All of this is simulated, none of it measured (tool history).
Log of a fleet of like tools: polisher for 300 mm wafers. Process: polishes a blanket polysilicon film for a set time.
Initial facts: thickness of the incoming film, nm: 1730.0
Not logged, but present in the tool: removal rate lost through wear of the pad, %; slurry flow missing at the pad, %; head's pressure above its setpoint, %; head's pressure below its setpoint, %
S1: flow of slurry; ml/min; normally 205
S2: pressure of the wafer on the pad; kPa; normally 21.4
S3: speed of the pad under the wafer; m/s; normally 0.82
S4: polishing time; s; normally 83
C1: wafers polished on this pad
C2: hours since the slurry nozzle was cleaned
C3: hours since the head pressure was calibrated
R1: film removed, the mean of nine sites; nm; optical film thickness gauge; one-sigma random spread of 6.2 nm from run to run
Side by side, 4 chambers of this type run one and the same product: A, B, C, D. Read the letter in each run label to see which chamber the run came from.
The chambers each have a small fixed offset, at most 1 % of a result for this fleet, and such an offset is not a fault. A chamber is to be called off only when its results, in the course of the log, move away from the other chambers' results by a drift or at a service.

At hour 2.0: chamber B: worn pad replaced by a new one.
Run 1C, hour 6.7: usual settings; C1 176; C2 110.2; C3 414.3. Result: R1 610.02 nm.
Run 2A, hour 14.6: usual settings; C1 502; C2 264.9; C3 398.9. Result: R1 596.37 nm.
Run 3D, hour 19.8: usual settings; C1 445; C2 203.0; C3 361.5. Result: R1 607.72 nm.
Run 4B, hour 26.8: usual settings; C1 294; C2 185.5; C3 510.3. Result: R1 609.89 nm.
Run 5A, hour 35.3: usual settings; C1 748; C2 285.6; C3 419.6. Result: R1 602.83 nm.
At hour 37.5: chamber D: worn pad replaced by a new one.
Run 6D, hour 45.6: usual settings; C1 96; C2 228.8; C3 387.3. Result: R1 618.52 nm.
Run 7B, hour 51.6: usual settings; C1 588; C2 210.3; C3 535.1. Result: R1 601.30 nm.
Run 8C, hour 56.9: usual settings; C1 771; C2 160.4; C3 464.5. Result: R1 596.43 nm.
At hour 61.6: chamber B: worn pad replaced by a new one.
Run 9D, hour 64.6: usual settings; C1 321; C2 247.8; C3 406.3. Result: R1 597.03 nm.
Run 10B, hour 73.0: usual settings; C1 135; C2 231.7; C3 556.5. Result: R1 607.29 nm.
Run 11C, hour 82.3: usual settings but S2 14.5 kPa, S4 101 s; C1 1072; C2 185.8; C3 489.9. Result: R1 502.75 nm.
At hour 84.9: chamber D: worn pad replaced by a new one.
Run 12A, hour 92.7: usual settings but S2 14.5 kPa, S4 101 s; C1 1427; C2 343.0; C3 477.0. Result: R1 498.29 nm.
Run 13D, hour 100.4: usual settings but S2 14.5 kPa, S4 101 s; C1 184; C2 283.6; C3 442.1. Result: R1 498.85 nm.
At hour 109.2: chamber A: worn pad replaced by a new one.
Run 14C, hour 110.6: usual settings but S2 14.5 kPa, S4 101 s; C1 1407; C2 214.1; C3 518.2. Result: R1 488.50 nm.
At hour 114.1: chamber B: worn pad replaced by a new one.
Run 15A, hour 115.3: usual settings; C1 73; C2 365.6; C3 499.6. Result: R1 609.49 nm.
Run 16B, hour 123.4: usual settings; C1 111; C2 282.1; C3 606.9. Result: R1 597.40 nm.
At hour 125.9: chamber C: worn pad replaced by a new one.
Run 17D, hour 130.4: usual settings; C1 539; C2 313.6; C3 472.1. Result: R1 596.25 nm.
Run 18B, hour 138.1: usual settings; C1 285; C2 296.8; C3 621.6. Result: R1 595.45 nm.
At hour 141.9: chamber D: worn pad replaced by a new one.
At hour 142.1: chamber A: slurry nozzle cleaned.
Run 19A, hour 144.2: usual settings; C1 415; C2 2.1; C3 528.5. Result: R1 600.28 nm.
Run 20C, hour 151.4: usual settings; C1 302; C2 254.9; C3 559.0. Result: R1 587.38 nm.
Run 21D, hour 158.8: usual settings but S3 0.70 m/s; C1 200; C2 342.0; C3 500.5. Result: R1 519.08 nm.
Run 22C, hour 167.5: usual settings but S3 0.70 m/s; C1 493; C2 271.0; C3 575.1. Result: R1 500.77 nm.
At hour 171.5: chamber B: worn pad replaced by a new one.
Run 23B, hour 177.4: usual settings but S3 0.70 m/s; C1 70; C2 336.1; C3 660.9. Result: R1 511.41 nm.
At hour 181.6: chamber C: slurry nozzle cleaned.
Run 24A, hour 186.1: usual settings but S3 0.70 m/s; C1 911; C2 44.0; C3 570.4. Result: R1 518.21 nm.
Run 25C, hour 194.5: usual settings; C1 813; C2 13.0; C3 602.1. Result: R1 580.86 nm.
At hour 202.3: chamber D: worn pad replaced by a new one.
Run 26B, hour 205.1: usual settings; C1 398; C2 363.8; C3 688.6. Result: R1 611.07 nm.
Run 27D, hour 213.9: usual settings; C1 138; C2 397.1; C3 555.6. Result: R1 606.68 nm.
Run 28A, hour 221.1: usual settings; C1 1326; C2 79.0; C3 605.4. Result: R1 610.80 nm.
Run 29D, hour 227.9: usual settings; C1 304; C2 411.1; C3 569.6. Result: R1 614.81 nm.
At hour 228.1: chamber B: worn pad replaced by a new one.
At hour 231.9: chamber A: worn pad replaced by a new one.
Run 30A, hour 236.9: usual settings; C1 60; C2 94.8; C3 621.2. Result: R1 604.13 nm.
Run 31B, hour 245.2: usual settings; C1 203; C2 403.9; C3 728.7. Result: R1 605.85 nm.
At hour 247.6: chamber C: worn pad replaced by a new one.
Run 32C, hour 250.5: usual settings; C1 34; C2 69.0; C3 658.1. Result: R1 562.09 nm.
Run 33B, hour 255.7: usual settings but S1 140 ml/min; C1 327; C2 414.4; C3 739.2. Result: R1 568.80 nm.
Run 34A, hour 265.3: usual settings but S1 140 ml/min; C1 396; C2 123.2; C3 649.6. Result: R1 568.90 nm.
Run 35C, hour 275.9: usual settings but S1 140 ml/min; C1 335; C2 94.4; C3 683.5. Result: R1 518.67 nm.

Next, every chamber runs the same settings. What will each give?
Run 36A, hour 283.7: usual settings. Result: R1 ?.
Run 36B, hour 283.7: usual settings. Result: R1 ?.
Run 36C, hour 283.7: usual settings. Result: R1 ?.
Run 36D, hour 283.7: usual settings. Result: R1 ?.

run      R1
36A  614.41
36B  605.97
36C  553.25
36D  593.87

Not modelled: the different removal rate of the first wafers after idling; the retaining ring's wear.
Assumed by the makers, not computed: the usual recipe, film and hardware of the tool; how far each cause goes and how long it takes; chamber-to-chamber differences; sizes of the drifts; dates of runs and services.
